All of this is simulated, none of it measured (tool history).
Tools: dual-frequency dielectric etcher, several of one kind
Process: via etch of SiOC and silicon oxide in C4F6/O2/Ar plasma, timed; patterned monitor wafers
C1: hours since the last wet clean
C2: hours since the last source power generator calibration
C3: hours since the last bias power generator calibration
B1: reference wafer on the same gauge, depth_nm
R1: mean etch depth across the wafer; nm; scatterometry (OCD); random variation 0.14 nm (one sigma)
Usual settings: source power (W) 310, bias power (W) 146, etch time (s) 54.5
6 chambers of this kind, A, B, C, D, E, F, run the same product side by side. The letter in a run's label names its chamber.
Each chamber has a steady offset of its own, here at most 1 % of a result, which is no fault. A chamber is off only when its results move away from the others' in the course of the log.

{"run": "1B", "hour": 8.3, "source power (W)": 310, "bias power (W)": 146, "etch time (s)": 54.5, "C1": 91.4, "C2": 2474.7, "C3": 3644.5, "B1": 52.533, "R1": 51.885}
{"run": "2C", "hour": 14.8, "source power (W)": 310, "bias power (W)": 146, "etch time (s)": 54.5, "C1": 22.3, "C2": 993.5, "C3": 572.8, "B1": 52.512, "R1": 52.125}
{"run": "3E", "hour": 19.6, "source power (W)": 310, "bias power (W)": 146, "etch time (s)": 54.5, "C1": 246.6, "C2": 1559.5, "C3": 3756.2, "B1": 52.519, "R1": 52.032}
{"run": "4D", "hour": 24.1, "source power (W)": 310, "bias power (W)": 146, "etch time (s)": 54.5, "C1": 300.4, "C2": 4567.5, "C3": 2183.5, "B1": 52.472, "R1": 51.918}
{"run": "5F", "hour": 31.7, "source power (W)": 310, "bias power (W)": 146, "etch time (s)": 54.5, "C1": 335.8, "C2": 366.2, "C3": 1572.4, "B1": 52.51, "R1": 52.381}
{"run": "6A", "hour": 39.1, "source power (W)": 310, "bias power (W)": 146, "etch time (s)": 54.5, "C1": 676.2, "C2": 641.4, "C3": 2390.4, "B1": 52.495, "R1": 52.162}
{"hour": 44.3, "done": "chamber A: wet clean of the chamber"}
{"run": "7A", "hour": 47.1, "source power (W)": 310, "bias power (W)": 175, "etch time (s)": 54.5, "C1": 2.9, "C2": 649.4, "C3": 2398.4, "B1": 52.504, "R1": 55.646}
{"run": "8E", "hour": 52.3, "source power (W)": 310, "bias power (W)": 175, "etch time (s)": 54.5, "C1": 279.3, "C2": 1592.2, "C3": 3788.9, "B1": 52.465, "R1": 55.096}
{"run": "9B", "hour": 59.8, "source power (W)": 310, "bias power (W)": 175, "etch time (s)": 54.5, "C1": 142.9, "C2": 2526.2, "C3": 3696, "B1": 52.5, "R1": 55.212}
{"run": "10C", "hour": 64.2, "source power (W)": 310, "bias power (W)": 175, "etch time (s)": 54.5, "C1": 71.7, "C2": 1042.9, "C3": 622.2, "B1": 52.466, "R1": 55.21}
{"run": "11F", "hour": 68.6, "source power (W)": 310, "bias power (W)": 175, "etch time (s)": 54.5, "C1": 372.7, "C2": 403.1, "C3": 1609.3, "B1": 52.478, "R1": 55.413}
{"run": "12D", "hour": 73.5, "source power (W)": 310, "bias power (W)": 175, "etch time (s)": 54.5, "C1": 349.8, "C2": 4616.9, "C3": 2232.9, "B1": 52.51, "R1": 55.122}
{"run": "13A", "hour": 81.8, "source power (W)": 380, "bias power (W)": 116, "etch time (s)": 54.5, "C1": 37.6, "C2": 684.1, "C3": 2433.1, "B1": 52.475, "R1": 52.894}
{"run": "14E", "hour": 88.9, "source power (W)": 380, "bias power (W)": 116, "etch time (s)": 54.5, "C1": 315.9, "C2": 1628.8, "C3": 3825.5, "B1": 52.491, "R1": 52.366}
{"run": "15F", "hour": 93.5, "source power (W)": 380, "bias power (W)": 116, "etch time (s)": 54.5, "C1": 397.6, "C2": 428, "C3": 1634.2, "B1": 52.53, "R1": 52.514}
{"run": "16C", "hour": 98.8, "source power (W)": 380, "bias power (W)": 116, "etch time (s)": 54.5, "C1": 106.3, "C2": 1077.5, "C3": 656.8, "B1": 52.496, "R1": 53.089}
{"run": "17D", "hour": 106.9, "source power (W)": 380, "bias power (W)": 116, "etch time (s)": 54.5, "C1": 383.2, "C2": 4650.3, "C3": 2266.3, "B1": 52.475, "R1": 52.657}
{"hour": 109.9, "done": "chamber D: wet clean of the chamber"}
{"run": "18B", "hour": 111.5, "source power (W)": 380, "bias power (W)": 116, "etch time (s)": 54.5, "C1": 194.6, "C2": 2577.9, "C3": 3747.7, "B1": 52.516, "R1": 53.128}
{"run": "19B", "hour": 116.0, "source power (W)": 310, "bias power (W)": 146, "etch time (s)": 54.5, "C1": 199.1, "C2": 2582.4, "C3": 3752.2, "B1": 52.52, "R1": 52.24}
{"run": "20F", "hour": 122.3, "source power (W)": 250, "bias power (W)": 146, "etch time (s)": 54.5, "C1": 426.4, "C2": 456.8, "C3": 1663, "B1": 52.509, "R1": 48.24}
{"run": "21C", "hour": 130.4, "source power (W)": 250, "bias power (W)": 146, "etch time (s)": 54.5, "C1": 137.9, "C2": 1109.1, "C3": 688.4, "B1": 52.511, "R1": 48.094}
{"hour": 137.9, "done": "chamber F: wet clean of the chamber"}
{"run": "22E", "hour": 138.2, "source power (W)": 250, "bias power (W)": 146, "etch time (s)": 54.5, "C1": 365.2, "C2": 1678.1, "C3": 3874.8, "B1": 52.48, "R1": 47.773}
{"run": "23A", "hour": 145.3, "source power (W)": 250, "bias power (W)": 146, "etch time (s)": 54.5, "C1": 101.1, "C2": 747.6, "C3": 2496.6, "B1": 52.48, "R1": 47.817}
{"run": "24D", "hour": 150.4, "source power (W)": 250, "bias power (W)": 146, "etch time (s)": 54.5, "C1": 40.5, "C2": 4693.8, "C3": 2309.8, "B1": 52.518, "R1": 47.977}
{"run": "25C", "hour": 154.5, "source power (W)": 250, "bias power (W)": 146, "etch time (s)": 54.5, "C1": 162, "C2": 1133.2, "C3": 712.5, "B1": 52.516, "R1": 47.941}
{"run": "26F", "hour": 160.9, "source power (W)": 310, "bias power (W)": 146, "etch time (s)": 54.5, "C1": 23.1, "C2": 495.4, "C3": 1701.6, "B1": 52.499, "R1": 52.43}
{"run": "27E", "hour": 165.8, "source power (W)": 310, "bias power (W)": 146, "etch time (s)": 54.5, "C1": 392.8, "C2": 1705.7, "C3": 3902.4, "B1": 52.523, "R1": 51.736}
{"run": "28D", "hour": 172.4, "source power (W)": 310, "bias power (W)": 146, "etch time (s)": 54.5, "C1": 62.5, "C2": 4715.8, "C3": 2331.8, "B1": 52.506, "R1": 52.041}
{"run": "29B", "hour": 177.3, "source power (W)": 310, "bias power (W)": 146, "etch time (s)": 54.5, "C1": 260.4, "C2": 2643.7, "C3": 3813.5, "B1": 52.521, "R1": 52.723}
{"hour": 182.1, "done": "chamber E: wet clean of the chamber"}
{"run": "30A", "hour": 185.3, "source power (W)": 310, "bias power (W)": 146, "etch time (s)": 54.5, "C1": 141.1, "C2": 787.6, "C3": 2536.6, "B1": 52.528, "R1": 52.443}
{"run": "31A", "hour": 192.4, "source power (W)": 310, "bias power (W)": 146, "etch time (s)": 54.5, "C1": 148.2, "C2": 794.7, "C3": 2543.7, "B1": 52.523, "R1": 52.578}
{"run": "32C", "hour": 200.7, "source power (W)": 310, "bias power (W)": 146, "etch time (s)": 54.5, "C1": 208.2, "C2": 1179.4, "C3": 758.7, "B1": 52.515, "R1": 52.305}
{"run": "33D", "hour": 207.8, "source power (W)": 310, "bias power (W)": 146, "etch time (s)": 54.5, "C1": 97.9, "C2": 4751.2, "C3": 2367.2, "B1": 52.496, "R1": 52.1}
{"hour": 212.0, "done": "chamber F: bias power generator calibrated"}
{"run": "34F", "hour": 214.7, "source power (W)": 310, "bias power (W)": 146, "etch time (s)": 54.5, "C1": 76.9, "C2": 549.2, "C3": 2.8, "B1": 52.494, "R1": 52.308}
{"run": "35B", "hour": 222.8, "source power (W)": 310, "bias power (W)": 146, "etch time (s)": 54.5, "C1": 305.9, "C2": 2689.2, "C3": 3859, "B1": 52.474, "R1": 53.208}
{"run": "36E", "hour": 230.8, "source power (W)": 310, "bias power (W)": 146, "etch time (s)": 54.5, "C1": 48.8, "C2": 1770.7, "C3": 3967.4, "B1": 52.515, "R1": 52.078}
{"run": "37C", "hour": 237.2, "source power (W)": 270, "bias power (W)": 146, "etch time (s)": 54.5, "C1": 244.7, "C2": 1215.9, "C3": 795.2, "B1": 52.509, "R1": 49.408}
{"run": "38B", "hour": 242.2, "source power (W)": 270, "bias power (W)": 146, "etch time (s)": 54.5, "C1": 325.3, "C2": 2708.6, "C3": 3878.4, "B1": 52.454, "R1": 50.228}
{"run": "39D", "hour": 247.0, "source power (W)": 270, "bias power (W)": 146, "etch time (s)": 54.5, "C1": 137.1, "C2": 4790.4, "C3": 2406.4, "B1": 52.522, "R1": 49.317}
{"run": "40E", "hour": 255.2, "source power (W)": 270, "bias power (W)": 146, "etch time (s)": 54.5, "C1": 73.2, "C2": 1795.1, "C3": 3991.8, "B1": 52.507, "R1": 49.359}
{"run": "41F", "hour": 263.0, "source power (W)": 270, "bias power (W)": 146, "etch time (s)": 54.5, "C1": 125.2, "C2": 597.5, "C3": 51.1, "B1": 52.504, "R1": 49.441}

What goes on in this fleet: one chamber off, a drifting gauge, or nothing beyond the chambers' own small offsets? Name the chamber and the cause, if any.

Chamber B drifts away from the others.
Cause: etch rate over this chamber's usual, % = 2.17.
The log may not tell that from: source power that arrives over what is set, %.

Here are 4 candidates for chamber B's next run, each the usual settings with a change, their results left as question marks. Which one brings its results back in line with what the others give on the usual settings?
In line means no further than this from the other chambers' mean on the usual settings: R1 0.48 nm
{"run": "42B-1", "hour": 269.4, "source power (W)": 310, "bias power (W)": 146, "etch time (s)": 53.5, "R1": "?"}
{"run": "42B-2", "hour": 269.4, "source power (W)": 310, "bias power (W)": 130, "etch time (s)": 54.5, "R1": "?"}
{"run": "42B-3", "hour": 269.4, "source power (W)": 340, "bias power (W)": 146, "etch time (s)": 54.5, "R1": "?"}
{"run": "42B-4", "hour": 269.4, "source power (W)": 310, "bias power (W)": 146, "etch time (s)": 55.5, "R1": "?"}

The other chambers' mean on the usual settings: R1 52.201 nm
run=42B-1 R1=52.204
run=42B-2 R1=51.32
run=42B-3 R1=55.138
run=42B-4 R1=54.155
42B-1 brings the chamber back in line.
